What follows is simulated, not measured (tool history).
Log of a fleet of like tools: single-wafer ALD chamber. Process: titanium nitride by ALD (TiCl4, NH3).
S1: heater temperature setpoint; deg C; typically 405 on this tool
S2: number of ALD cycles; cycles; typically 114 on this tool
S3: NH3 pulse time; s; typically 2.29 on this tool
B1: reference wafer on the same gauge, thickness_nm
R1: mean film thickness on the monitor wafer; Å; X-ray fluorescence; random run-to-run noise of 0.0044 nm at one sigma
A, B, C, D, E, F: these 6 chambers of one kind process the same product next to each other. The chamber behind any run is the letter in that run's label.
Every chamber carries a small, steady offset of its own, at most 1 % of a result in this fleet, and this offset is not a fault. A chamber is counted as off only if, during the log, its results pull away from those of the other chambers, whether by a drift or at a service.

run     day   S1   S2    S3      B1      R1
 1E   0.467  405  114  2.29  2.4303  25.448
 2A   0.721  405  114  2.29  2.4289  25.418
 3F   1.229  405  114  2.29  2.4285  25.484
 4D   1.642  405  114  2.29  2.4279  25.155
 5B   2.062  405  114  2.29  2.4272  25.289
 6C   2.471  405  114  2.29  2.4273  25.266
 7F   3.033  405  114  2.29  2.4263  25.406
 8E   3.529  405  114  2.29  2.4256   25.35
 9C   3.875  405  114  2.29  2.4266  25.213
10B   4.192  405  114  2.29  2.4247  25.247
11D   4.588  405  114  2.29  2.4243  25.101
12A   4.979  405  114  2.29  2.4227  25.365
13E   5.417  405  114  2.29  2.4232  25.349
14C   5.712  405  114  2.29  2.4249  25.178
15B   6.242  405  114  2.29  2.4226  25.133
16D   6.692  405  114  2.29  2.4217  25.033
17A   6.996  405  114  2.29  2.4219  25.345
18F   7.558  405  114  2.29  2.4211  25.399
      7.642  -- chamber E: thermocouple changed; heater temperature recalibrated
19E   7.892  405  114  2.29  2.4197  25.298
      8.142  -- chamber D: thermocouple changed; heater temperature recalibrated
20A   8.338  405  114  2.29  2.4202  25.244
21D   8.862  405  114  2.29  2.4193  25.078
22B    9.15  405  114  2.29   2.419  25.144
23C   9.642  405  114  2.29   2.419   25.13
24F   9.896  394  114  2.29  2.4196  25.262
25E  10.338  394  114  2.29  2.4182  25.098
26C  10.775  394  114  2.29  2.4182  24.995
27B  11.271  394  114  2.29  2.4154   25.04
28F  11.588  394  114  2.29  2.4164  25.224
29D  11.862  394  114  2.29   2.415   24.94
30A  12.125  414  114  2.29  2.4159  25.291
31F  12.429  414  114  2.29  2.4154  25.408
32E  12.675  414  114  2.29  2.4153  25.331
33D  13.033  414  114  2.29  2.4154  25.088
34B  13.412  414  114  2.29  2.4138  25.148
35A  13.688  414  114  2.29  2.4145  25.381
36C  14.229  405  114  2.29  2.4136  25.164

Next, all 6 chambers run the settings below, one line each with question marks for the results. What does each chamber give?
37A  14.642  405  114  2.29       ?
37B  14.642  405  114  2.29       ?
37C  14.642  405  114  2.29       ?
37D  14.642  405  114  2.29       ?
37E  14.642  405  114  2.29       ?
37F  14.642  405  114  2.29       ?

run      R1
37A   25.12
37B  25.112
37C  25.076
37D  25.036
37E  25.178
37F  25.299
